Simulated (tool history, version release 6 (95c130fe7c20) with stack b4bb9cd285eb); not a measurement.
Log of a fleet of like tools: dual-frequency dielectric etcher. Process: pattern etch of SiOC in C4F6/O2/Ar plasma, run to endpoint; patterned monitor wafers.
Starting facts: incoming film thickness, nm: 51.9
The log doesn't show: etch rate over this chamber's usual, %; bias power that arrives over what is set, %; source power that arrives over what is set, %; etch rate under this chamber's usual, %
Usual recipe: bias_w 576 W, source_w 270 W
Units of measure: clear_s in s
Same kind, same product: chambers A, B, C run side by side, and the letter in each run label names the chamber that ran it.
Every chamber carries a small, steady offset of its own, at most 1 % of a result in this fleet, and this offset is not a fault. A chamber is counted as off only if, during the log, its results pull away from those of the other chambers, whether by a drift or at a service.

run,day,bias_w,source_w,hours since the last wet clean,hours since the last bias power generator calibration,hours since the last source power generator calibration,clear_s
1A,0.300,576,270,662.5,1923.3,706.3,19.381
2B,0.808,576,270,251.7,311.2,1019.6,19.358
# day 0.938: chamber A: wet clean of the chamber
3C,1.362,576,270,242.9,708.9,1187.6,18.954
4B,1.904,576,270,278.0,337.5,1045.9,19.211
5C,2.271,576,270,264.7,730.7,1209.4,18.947
6A,2.771,576,270,44.0,1982.6,765.6,19.102
7A,3.233,456,270,55.1,1993.7,776.7,21.134
8B,3.750,456,270,322.3,381.8,1090.2,20.967
9C,4.033,456,270,307.0,773.0,1251.7,20.933
10C,4.421,576,270,316.3,782.3,1261.0,18.950
11A,4.929,576,270,95.8,2034.4,817.4,19.145
12B,5.279,576,270,359.0,418.5,1126.9,19.410
13B,5.692,576,270,368.9,428.4,1136.8,19.254
14A,6.229,576,270,127.0,2065.6,848.6,19.210
15C,6.529,576,270,366.9,832.9,1311.6,18.784
16C,6.958,576,270,377.2,843.2,1321.9,19.010
17B,7.496,576,270,412.2,471.7,1180.1,19.386
18A,7.758,650,270,163.7,2102.3,885.3,18.399
19C,8.150,650,270,405.8,871.8,1350.5,17.971
20A,8.617,650,270,184.3,2122.9,905.9,18.342
21B,8.946,576,270,447.0,506.5,1214.9,19.496
22B,9.371,576,270,457.2,516.7,1225.1,19.583
23C,9.683,576,270,442.6,908.6,1387.3,19.167
# day 9.804: chamber C: wet clean of the chamber
24A,10.167,576,270,221.5,2160.1,943.1,19.113
25B,10.562,576,270,485.8,545.3,1253.7,19.569
26A,11.004,576,270,241.6,2180.2,963.2,19.225
27C,11.300,576,330,36.0,947.4,1426.1,17.785
28C,11.679,576,330,45.1,956.5,1435.2,17.833
29A,12.238,576,330,271.2,2209.8,992.8,17.898
30B,12.558,576,270,533.7,593.2,1301.6,19.814
31B,12.975,705,270,543.7,603.2,1311.6,18.329
32A,13.400,705,270,299.1,2237.7,1020.7,17.728
33C,13.671,705,270,92.9,1004.3,1483.0,17.624
34C,14.229,576,270,106.3,1017.7,1496.4,18.955
35B,14.629,576,270,583.4,642.9,1351.3,19.881

Decide between three cases: one chamber stands off from its peers, the gauge reading all wafers drifts, or nothing is wrong past each chamber's small offset. Where a chamber is off, say which and what most likely put it there.

Little by little, chamber B moves away from the other chambers.
Most likely cause: etch rate under this chamber's usual, % = 3.84.

Below are 4 candidate recipes for chamber B's next run, each the usual settings with a change, their results shown as question marks. Which of them brings B's results back in line with what the other chambers give on the usual settings?
A result is in line if it is within this distance of the other chambers' mean on the usual settings: clear_s 0.340 s
36B-1,15.054,569,270,,,,?
36B-2,15.054,576,280,,,,?
36B-3,15.054,608,290,,,,?
36B-4,15.054,513,270,,,,?

What the other chambers average on the usual settings: clear_s 19.102 s
run,clear_s
36B-1,20.017
36B-2,19.665
36B-3,19.022
36B-4,20.818
Change 36B-3 lands the chamber within the allowed miss of the other chambers.
